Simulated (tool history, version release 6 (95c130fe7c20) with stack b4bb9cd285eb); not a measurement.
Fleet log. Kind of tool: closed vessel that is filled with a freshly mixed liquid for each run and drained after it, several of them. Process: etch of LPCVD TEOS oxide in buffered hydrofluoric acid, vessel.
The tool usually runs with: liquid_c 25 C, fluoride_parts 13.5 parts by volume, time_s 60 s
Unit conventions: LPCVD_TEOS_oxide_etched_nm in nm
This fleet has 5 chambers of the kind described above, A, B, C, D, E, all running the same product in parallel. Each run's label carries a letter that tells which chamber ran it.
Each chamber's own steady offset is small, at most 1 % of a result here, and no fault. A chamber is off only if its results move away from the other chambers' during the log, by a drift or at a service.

run,hour,liquid_c,fluoride_parts,time_s,"read-back film thickness of the LPCVD TEOS oxide reference wafer, read on the same gauge (nm)",LPCVD_TEOS_oxide_etched_nm
1A,14.3,25,13.5,60,89.998,197.31
2D,21.1,25,13.5,60,90.002,201.29
3C,29.4,25,13.5,60,90.012,197.49
4E,36.3,25,13.5,60,89.979,198.03
5B,48.7,25,13.5,60,90.03,197.06
6E,63,20.5,16,60,90.017,128.93
7B,69.8,20.5,16,60,90.026,130.84
8D,77.6,20.5,16,60,89.991,132.83
9C,87.6,20.5,16,60,89.985,129.93
10A,101.9,20.5,16,60,89.991,131.03
# hour 105: chamber D: thermometer replaced
# hour 108.3: chamber A: thermometer replaced
11E,113.6,25,13.5,60,89.974,195.7
# hour 117.5: chamber D: hydrofluoric acid flow meter replaced
12D,123.2,25,13.5,60,89.965,197.77
13C,135.2,25,13.5,60,90.002,196.63
14B,144.7,25,13.5,60,89.964,194.99
15A,155.3,25,13.5,60,89.964,194.72
16B,165.7,25,8.5,40,90.048,201.07
17D,179.7,25,8.5,40,89.987,200.12
18A,186.4,25,8.5,40,90.008,195.2
19C,196.5,25,8.5,40,90.006,198.92
20E,210.1,25,8.5,40,90.047,201.31
21D,219.1,25,13.5,60,89.997,198.56
22B,229.4,27.5,8.5,60,89.989,343.97
23C,239.9,27.5,8.5,60,89.973,344.32
24E,253.6,27.5,8.5,60,89.994,349.93
25A,267,27.5,8.5,60,90.036,342.89
26B,277.6,27.5,8.5,60,89.987,345.73
27A,290.9,25,13.5,60,89.961,195.32
28C,303.2,27.5,13.5,60,89.97,224.88
29D,317,27.5,13.5,60,90.025,226.38
30E,324.6,27.5,13.5,60,90.013,229.25
31B,334.7,27.5,13.5,60,90.016,225.22

Decide between three cases: one chamber stands off from its peers, the gauge reading all wafers drifts, or nothing is wrong past each chamber's small offset. Where a chamber is off, say which and what most likely put it there.

The fleet is healthy, with each chamber sitting at its usual small offset and no drift in the gauge.

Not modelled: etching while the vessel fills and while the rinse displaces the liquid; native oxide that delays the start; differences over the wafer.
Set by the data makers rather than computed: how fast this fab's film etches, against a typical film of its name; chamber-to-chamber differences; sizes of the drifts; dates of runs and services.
